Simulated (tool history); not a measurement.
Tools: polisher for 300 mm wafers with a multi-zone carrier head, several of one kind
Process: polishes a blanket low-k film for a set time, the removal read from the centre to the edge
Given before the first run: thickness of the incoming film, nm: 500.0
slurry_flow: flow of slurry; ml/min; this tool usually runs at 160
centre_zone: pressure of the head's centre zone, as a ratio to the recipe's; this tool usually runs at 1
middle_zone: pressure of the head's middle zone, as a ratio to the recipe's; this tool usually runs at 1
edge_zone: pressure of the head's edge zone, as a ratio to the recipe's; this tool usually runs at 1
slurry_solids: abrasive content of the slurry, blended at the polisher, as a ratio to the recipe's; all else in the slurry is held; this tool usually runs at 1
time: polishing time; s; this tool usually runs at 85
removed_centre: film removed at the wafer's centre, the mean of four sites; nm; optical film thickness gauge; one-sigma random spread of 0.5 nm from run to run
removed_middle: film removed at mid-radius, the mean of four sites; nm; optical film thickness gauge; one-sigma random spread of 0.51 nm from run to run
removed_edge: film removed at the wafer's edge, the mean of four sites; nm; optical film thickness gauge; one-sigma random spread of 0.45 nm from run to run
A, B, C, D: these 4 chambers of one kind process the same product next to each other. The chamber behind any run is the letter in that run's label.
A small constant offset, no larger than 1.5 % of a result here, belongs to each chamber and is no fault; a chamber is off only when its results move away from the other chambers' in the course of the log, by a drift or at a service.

run	hour	slurry_flow	centre_zone	middle_zone	edge_zone	slurry_solids	time	removed_centre	removed_middle	removed_edge
1D	6.9	160	1	1	1	1	85	34.721	35.637	35.067
2A	10.7	160	1	1	1	1	85	35.334	35.556	35.442
# hour 11.8: chamber C: worn pad replaced by a new one
3B	15.6	160	1	1	1	1	85	34.136	35.005	34.823
4C	19.4	160	1	1	1	1	85	34.965	35.007	34.832
5D	24.3	160	1	1	1	1	85	34.584	35.462	35.614
6A	30.2	160	1	1	1	1	85	34.596	34.765	35.355
7B	37	160	1.04	1	1.11	1	85	35.731	35.108	38.406
# hour 38: chamber D: worn pad replaced by a new one
# hour 39.6: chamber A: worn pad replaced by a new one
8C	43.3	160	1.04	1	1.11	1	85	36.511	34.311	37.743
9B	48.2	160	1.04	1	1.11	1	85	36.552	34.65	36.563
10D	54.7	160	1.04	1	1.11	1	85	35.489	35.537	38.44
11A	62.8	160	1	1	1	1	85	35.246	35.05	35.309
12C	66.6	160	1	1	1	1	85	34.857	35.37	34.726
13B	72.3	160	1	1	1	1	85	34.455	35.205	35.48
14A	80	160	1	1	1	1	85	35.169	34.551	35.2
# hour 83.3: chamber B: worn pad replaced by a new one
15D	84.3	160	1	1	1	0.7	85	28.906	28.435	29.155
# hour 87.5: chamber D: slurry nozzle cleaned
16C	91.9	160	1	1	1	0.7	85	29.017	28.554	29.393
17A	96.7	160	1	1	1	0.7	85	29.772	29.858	29.768
18D	104.1	160	1	1	1	0.7	85	29.556	29.166	29.551
# hour 108.4: chamber D: worn pad replaced by a new one
19C	109.1	160	0.96	1	0.96	1	85	33.512	34.668	34.027
20B	116.7	160	0.96	1	0.96	1	85	32.621	33.206	33.59
21C	122.6	160	0.96	1	0.96	1	85	33.587	34.828	33.939
22D	128.5	160	0.96	1	0.96	1	85	33.506	34.389	35.411
# hour 135.9: chamber C: centre zone pressure recalibrated
23A	135.9	160	1	1	1	1	85	34.454	35.109	35.021
24B	142.6	160	1	1	1	1	85	32.387	33.872	34.754
25A	149.9	160	1	1	1	1	85	35.26	35.564	34.977
# hour 153.4: chamber C: worn pad replaced by a new one
26C	154.5	160	1	1	1	1	85	34.75	35.972	35.342
27D	159.3	160	1	1	1	1	85	34.263	35.403	35.299
28B	163.2	160	1	1	1	1	85	32.611	32.536	33.801
29B	169.6	160	1	1	1	1	85	32.538	33.116	34.165
30C	173.5	160	1	1	1	1	85	34.886	35.077	33.967
# hour 175.5: chamber A: worn pad replaced by a new one
31A	181.5	160	1	1	1	1	85	34.124	35.223	35.149

One chamber off, gauge drift, or nothing amiss beyond the chambers' own small offsets? If it is a chamber, which one, and what is the likeliest cause?

It is chamber B that slowly wanders off from its peers.
Cause: slurry flow missing at the pad, % = 31.9.

Below are 4 candidate recipes for chamber B's next run, each the usual settings with a change, their results shown as question marks. Which of them brings B's results back in line with what the other chambers give on the usual settings?
In line here means within this much of the mean the other chambers give on the usual settings: removed_centre 1.7 nm; removed_middle 1.8 nm; removed_edge 1.6 nm
32B-1	187.4	155	0.98	0.98	1.02	1	81	?	?	?
32B-2	187.4	150	0.97	0.96	1.03	0.95	77	?	?	?
32B-3	187.4	175	1.04	1.04	0.96	1.05	93	?	?	?
32B-4	187.4	165	1.02	1.02	0.98	1	89	?	?	?

What the other chambers average on the usual settings: removed_centre 34.956 nm; removed_middle 35.097 nm; removed_edge 35.215 nm
run	removed_centre	removed_middle	removed_edge
32B-1	29.523	29.708	32.014
32B-2	26.826	26.837	29.705
32B-3	38.295	37.908	37.13
32B-4	34.53	34.383	34.802
32B-4 is the one that brings the chamber's results back in line with the other chambers.

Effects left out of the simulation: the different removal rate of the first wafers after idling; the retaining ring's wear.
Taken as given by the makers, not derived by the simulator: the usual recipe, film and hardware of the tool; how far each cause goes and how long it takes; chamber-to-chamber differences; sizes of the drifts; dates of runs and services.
